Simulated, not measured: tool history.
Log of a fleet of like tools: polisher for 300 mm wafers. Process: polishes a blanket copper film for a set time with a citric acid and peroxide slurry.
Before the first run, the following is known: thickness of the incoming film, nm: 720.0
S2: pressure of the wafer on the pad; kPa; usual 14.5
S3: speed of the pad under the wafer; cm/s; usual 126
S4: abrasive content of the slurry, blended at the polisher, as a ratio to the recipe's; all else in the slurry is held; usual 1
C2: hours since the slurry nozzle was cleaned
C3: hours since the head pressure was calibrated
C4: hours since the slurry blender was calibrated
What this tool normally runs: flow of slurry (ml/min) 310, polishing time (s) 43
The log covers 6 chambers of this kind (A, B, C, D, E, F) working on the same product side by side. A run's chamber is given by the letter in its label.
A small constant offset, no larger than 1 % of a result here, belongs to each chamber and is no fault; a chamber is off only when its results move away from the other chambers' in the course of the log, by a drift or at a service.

-- hour=4.8 chamber C: slurry blender recalibrated
run 1A hour=6.7 | flow_of_slurry_(ml/min)=310 S2=14.5 S3=126 S4=1 polishing_time_(s)=43 | wafers_polished_on_this_pad=521 C2=181.3 C3=94.2 C4=57.1 | film_removed_(nm)=82.024
-- hour=8.8 chamber F: worn pad replaced by a new one
-- hour=11.6 chamber E: worn pad replaced by a new one
-- hour=13.6 chamber C: worn pad replaced by a new one
run 2D hour=16 | flow_of_slurry_(ml/min)=310 S2=14.5 S3=126 S4=1 polishing_time_(s)=43 | wafers_polished_on_this_pad=656 C2=72.6 C3=103.6 C4=228.4 | film_removed_(nm)=82.409
-- hour=16.7 chamber A: slurry nozzle cleaned
run 3C hour=27.4 | flow_of_slurry_(ml/min)=310 S2=14.5 S3=126 S4=1 polishing_time_(s)=43 | wafers_polished_on_this_pad=130 C2=535 C3=56.6 C4=22.6 | film_removed_(nm)=83.676
-- hour=32 chamber A: worn pad replaced by a new one
run 4E hour=36.5 | flow_of_slurry_(ml/min)=310 S2=14.5 S3=126 S4=1 polishing_time_(s)=43 | wafers_polished_on_this_pad=235 C2=594.5 C3=465.1 C4=207.5 | film_removed_(nm)=80.186
run 5B hour=46.3 | flow_of_slurry_(ml/min)=310 S2=14.5 S3=126 S4=1 polishing_time_(s)=43 | wafers_polished_on_this_pad=913 C2=316.6 C3=1130.6 C4=186.8 | film_removed_(nm)=80.731
run 6F hour=57.2 | flow_of_slurry_(ml/min)=310 S2=14.5 S3=126 S4=0.85 polishing_time_(s)=34 | wafers_polished_on_this_pad=457 C2=554.1 C3=717.2 C4=83.6 | film_removed_(nm)=62.898
-- hour=59.4 chamber D: worn pad replaced by a new one
run 7C hour=68.9 | flow_of_slurry_(ml/min)=310 S2=14.5 S3=126 S4=0.85 polishing_time_(s)=34 | wafers_polished_on_this_pad=522 C2=576.5 C3=98.1 C4=64.1 | film_removed_(nm)=62.339
run 8A hour=76.4 | flow_of_slurry_(ml/min)=310 S2=14.5 S3=126 S4=0.85 polishing_time_(s)=34 | wafers_polished_on_this_pad=419 C2=59.8 C3=163.9 C4=126.8 | film_removed_(nm)=61.986
-- hour=80.3 chamber E: worn pad replaced by a new one
-- hour=84.2 chamber F: worn pad replaced by a new one
run 9E hour=85 | flow_of_slurry_(ml/min)=310 S2=14.5 S3=126 S4=0.85 polishing_time_(s)=34 | wafers_polished_on_this_pad=45 C2=643 C3=513.6 C4=256 | film_removed_(nm)=61.704
-- hour=86.2 chamber A: slurry blender recalibrated
-- hour=89.6 chamber B: worn pad replaced by a new one
-- hour=90.8 chamber B: slurry nozzle cleaned
run 10F hour=94.2 | flow_of_slurry_(ml/min)=310 S2=14.5 S3=126 S4=0.85 polishing_time_(s)=34 | wafers_polished_on_this_pad=94 C2=591.1 C3=754.2 C4=120.6 | film_removed_(nm)=62.356
run 11D hour=101.3 | flow_of_slurry_(ml/min)=310 S2=14.5 S3=126 S4=0.85 polishing_time_(s)=34 | wafers_polished_on_this_pad=396 C2=157.9 C3=188.9 C4=313.7 | film_removed_(nm)=62.252
-- hour=106.2 chamber A: worn pad replaced by a new one
run 12B hour=111.1 | flow_of_slurry_(ml/min)=310 S2=14.5 S3=126 S4=1 polishing_time_(s)=43 | wafers_polished_on_this_pad=203 C2=20.3 C3=1195.4 C4=251.6 | film_removed_(nm)=81.328
run 13C hour=116.6 | flow_of_slurry_(ml/min)=310 S2=14.5 S3=126 S4=1 polishing_time_(s)=43 | wafers_polished_on_this_pad=972 C2=624.2 C3=145.8 C4=111.8 | film_removed_(nm)=80.968
-- hour=118.6 chamber C: worn pad replaced by a new one
run 14E hour=121.9 | flow_of_slurry_(ml/min)=310 S2=14.5 S3=126 S4=1 polishing_time_(s)=43 | wafers_polished_on_this_pad=393 C2=679.9 C3=550.5 C4=292.9 | film_removed_(nm)=79.301
run 15A hour=133.6 | flow_of_slurry_(ml/min)=310 S2=14.5 S3=126 S4=1 polishing_time_(s)=43 | wafers_polished_on_this_pad=259 C2=117 C3=221.1 C4=47.4 | film_removed_(nm)=81.647
run 16F hour=143.4 | flow_of_slurry_(ml/min)=360 S2=14.5 S3=126 S4=1 polishing_time_(s)=43 | wafers_polished_on_this_pad=559 C2=640.3 C3=803.4 C4=169.8 | film_removed_(nm)=84.325
-- hour=144.8 chamber F: worn pad replaced by a new one
-- hour=149.6 chamber D: worn pad replaced by a new one
run 17D hour=155.4 | flow_of_slurry_(ml/min)=360 S2=14.5 S3=126 S4=1 polishing_time_(s)=43 | wafers_polished_on_this_pad=55 C2=212 C3=243 C4=367.8 | film_removed_(nm)=83.099
-- hour=155.7 chamber E: worn pad replaced by a new one
-- hour=160.3 chamber B: slurry blender recalibrated
run 18B hour=166.9 | flow_of_slurry_(ml/min)=360 S2=14.5 S3=126 S4=1 polishing_time_(s)=43 | wafers_polished_on_this_pad=729 C2=76.1 C3=1251.2 C4=6.7 | film_removed_(nm)=82.702
-- hour=171.5 chamber C: slurry nozzle cleaned
-- hour=171.7 chamber A: worn pad replaced by a new one
run 19C hour=177.5 | flow_of_slurry_(ml/min)=360 S2=14.5 S3=126 S4=1 polishing_time_(s)=43 | wafers_polished_on_this_pad=556 C2=6.1 C3=206.7 C4=172.7 | film_removed_(nm)=83.956
run 20D hour=183.5 | flow_of_slurry_(ml/min)=360 S2=14.5 S3=126 S4=1 polishing_time_(s)=43 | wafers_polished_on_this_pad=320 C2=240.1 C3=271.1 C4=395.9 | film_removed_(nm)=82.341
run 21A hour=193.4 | flow_of_slurry_(ml/min)=360 S2=14.5 S3=126 S4=1 polishing_time_(s)=43 | wafers_polished_on_this_pad=205 C2=176.8 C3=280.9 C4=107.2 | film_removed_(nm)=82.707
run 22F hour=201.4 | flow_of_slurry_(ml/min)=310 S2=14.5 S3=126 S4=1 polishing_time_(s)=43 | wafers_polished_on_this_pad=534 C2=698.3 C3=861.4 C4=227.8 | film_removed_(nm)=83.265
-- hour=206.8 chamber F: worn pad replaced by a new one
-- hour=208.7 chamber C: slurry blender recalibrated
-- hour=210.7 chamber A: slurry blender recalibrated
run 23E hour=213.4 | flow_of_slurry_(ml/min)=310 S2=14.5 S3=126 S4=1 polishing_time_(s)=43 | wafers_polished_on_this_pad=544 C2=771.4 C3=642 C4=384.4 | film_removed_(nm)=78.11
-- hour=215.9 chamber D: slurry blender recalibrated
run 24B hour=219.8 | flow_of_slurry_(ml/min)=310 S2=14.5 S3=126 S4=1 polishing_time_(s)=43 | wafers_polished_on_this_pad=1229 C2=129 C3=1304.1 C4=59.6 | film_removed_(nm)=80.732
-- hour=222.8 chamber B: worn pad replaced by a new one
run 25E hour=228.7 | flow_of_slurry_(ml/min)=310 S2=14.5 S3=126 S4=1 polishing_time_(s)=43 | wafers_polished_on_this_pad=689 C2=786.7 C3=657.3 C4=399.7 | film_removed_(nm)=77.606
-- hour=232.3 chamber B: head pressure recalibrated
-- hour=235.6 chamber E: worn pad replaced by a new one
run 26D hour=240.2 | flow_of_slurry_(ml/min)=310 S2=14.5 S3=126 S4=1 polishing_time_(s)=43 | wafers_polished_on_this_pad=855 C2=296.8 C3=327.8 C4=24.3 | film_removed_(nm)=83.988
-- hour=243.6 chamber C: worn pad replaced by a new one
-- hour=244.5 chamber D: worn pad replaced by a new one
-- hour=247.7 chamber A: worn pad replaced by a new one
run 27B hour=247.7 | flow_of_slurry_(ml/min)=310 S2=14.5 S3=126 S4=1 polishing_time_(s)=43 | wafers_polished_on_this_pad=235 C2=156.9 C3=15.4 C4=87.5 | film_removed_(nm)=80.575
-- hour=256.2 chamber F: slurry blender recalibrated
-- hour=256.5 chamber A: slurry nozzle cleaned
run 28C hour=258.8 | flow_of_slurry_(ml/min)=310 S2=16.5 S3=126 S4=1 polishing_time_(s)=53 | wafers_polished_on_this_pad=143 C2=87.4 C3=288 C4=50.2 | film_removed_(nm)=114.41
run 29F hour=268.2 | flow_of_slurry_(ml/min)=310 S2=16.5 S3=126 S4=1 polishing_time_(s)=53 | wafers_polished_on_this_pad=579 C2=765.1 C3=928.2 C4=12 | film_removed_(nm)=116.43
-- hour=272.4 chamber F: worn pad replaced by a new one
run 30A hour=275 | flow_of_slurry_(ml/min)=310 S2=16.5 S3=126 S4=1 polishing_time_(s)=53 | wafers_polished_on_this_pad=258 C2=18.5 C3=362.5 C4=64.4 | film_removed_(nm)=115.91
run 31C hour=286.9 | flow_of_slurry_(ml/min)=310 S2=16.5 S3=126 S4=1 polishing_time_(s)=53 | wafers_polished_on_this_pad=409 C2=115.5 C3=316.1 C4=78.3 | film_removed_(nm)=113.78
run 32B hour=297.1 | flow_of_slurry_(ml/min)=310 S2=16.5 S3=126 S4=1 polishing_time_(s)=53 | wafers_polished_on_this_pad=701 C2=206.3 C3=64.8 C4=136.9 | film_removed_(nm)=115.63
run 33D hour=304.8 | flow_of_slurry_(ml/min)=310 S2=16.5 S3=126 S4=1 polishing_time_(s)=53 | wafers_polished_on_this_pad=569 C2=361.4 C3=392.4 C4=88.9 | film_removed_(nm)=114.63
run 34F hour=313.3 | flow_of_slurry_(ml/min)=310 S2=14.5 S3=126 S4=1.2 polishing_time_(s)=43 | wafers_polished_on_this_pad=386 C2=810.2 C3=973.3 C4=57.1 | film_removed_(nm)=84.982
-- hour=314.7 chamber E: worn pad replaced by a new one
run 35E hour=319.5 | flow_of_slurry_(ml/min)=310 S2=14.5 S3=126 S4=1.2 polishing_time_(s)=43 | wafers_polished_on_this_pad=45 C2=877.5 C3=748.1 C4=490.5 | film_removed_(nm)=81.259
-- hour=328.5 chamber A: worn pad replaced by a new one
run 36A hour=329.9 | flow_of_slurry_(ml/min)=310 S2=14.5 S3=126 S4=1.2 polishing_time_(s)=43 | wafers_polished_on_this_pad=13 C2=73.4 C3=417.4 C4=119.3 | film_removed_(nm)=84.428
-- hour=330.4 chamber A: slurry blender recalibrated
-- hour=331.1 chamber E: slurry nozzle cleaned
run 37D hour=339 | flow_of_slurry_(ml/min)=310 S2=14.5 S3=126 S4=1.2 polishing_time_(s)=43 | wafers_polished_on_this_pad=892 C2=395.6 C3=426.6 C4=123.1 | film_removed_(nm)=85.282
run 38A hour=347.3 | flow_of_slurry_(ml/min)=310 S2=14.5 S3=126 S4=1.2 polishing_time_(s)=43 | wafers_polished_on_this_pad=178 C2=90.8 C3=434.8 C4=16.9 | film_removed_(nm)=86.022
run 39E hour=355.7 | flow_of_slurry_(ml/min)=310 S2=14.5 S3=126 S4=1.2 polishing_time_(s)=43 | wafers_polished_on_this_pad=387 C2=24.7 C3=784.3 C4=526.7 | film_removed_(nm)=78.917

All chambers now run identical settings, listed one chamber a line with results as question marks. What results will each chamber show?
run 40A hour=364.4 | flow_of_slurry_(ml/min)=310 S2=14.5 S3=126 S4=1 polishing_time_(s)=43 | film_removed_(nm)=?
run 40B hour=364.4 | flow_of_slurry_(ml/min)=310 S2=14.5 S3=126 S4=1 polishing_time_(s)=43 | film_removed_(nm)=?
run 40C hour=364.4 | flow_of_slurry_(ml/min)=310 S2=14.5 S3=126 S4=1 polishing_time_(s)=43 | film_removed_(nm)=?
run 40D hour=364.4 | flow_of_slurry_(ml/min)=310 S2=14.5 S3=126 S4=1 polishing_time_(s)=43 | film_removed_(nm)=?
run 40E hour=364.4 | flow_of_slurry_(ml/min)=310 S2=14.5 S3=126 S4=1 polishing_time_(s)=43 | film_removed_(nm)=?
run 40F hour=364.4 | flow_of_slurry_(ml/min)=310 S2=14.5 S3=126 S4=1 polishing_time_(s)=43 | film_removed_(nm)=?

run=40A film_removed_(nm)=81.8
run=40B film_removed_(nm)=80.906
run=40C film_removed_(nm)=80.253
run=40D film_removed_(nm)=83.053
run=40E film_removed_(nm)=75.218
run=40F film_removed_(nm)=82.207
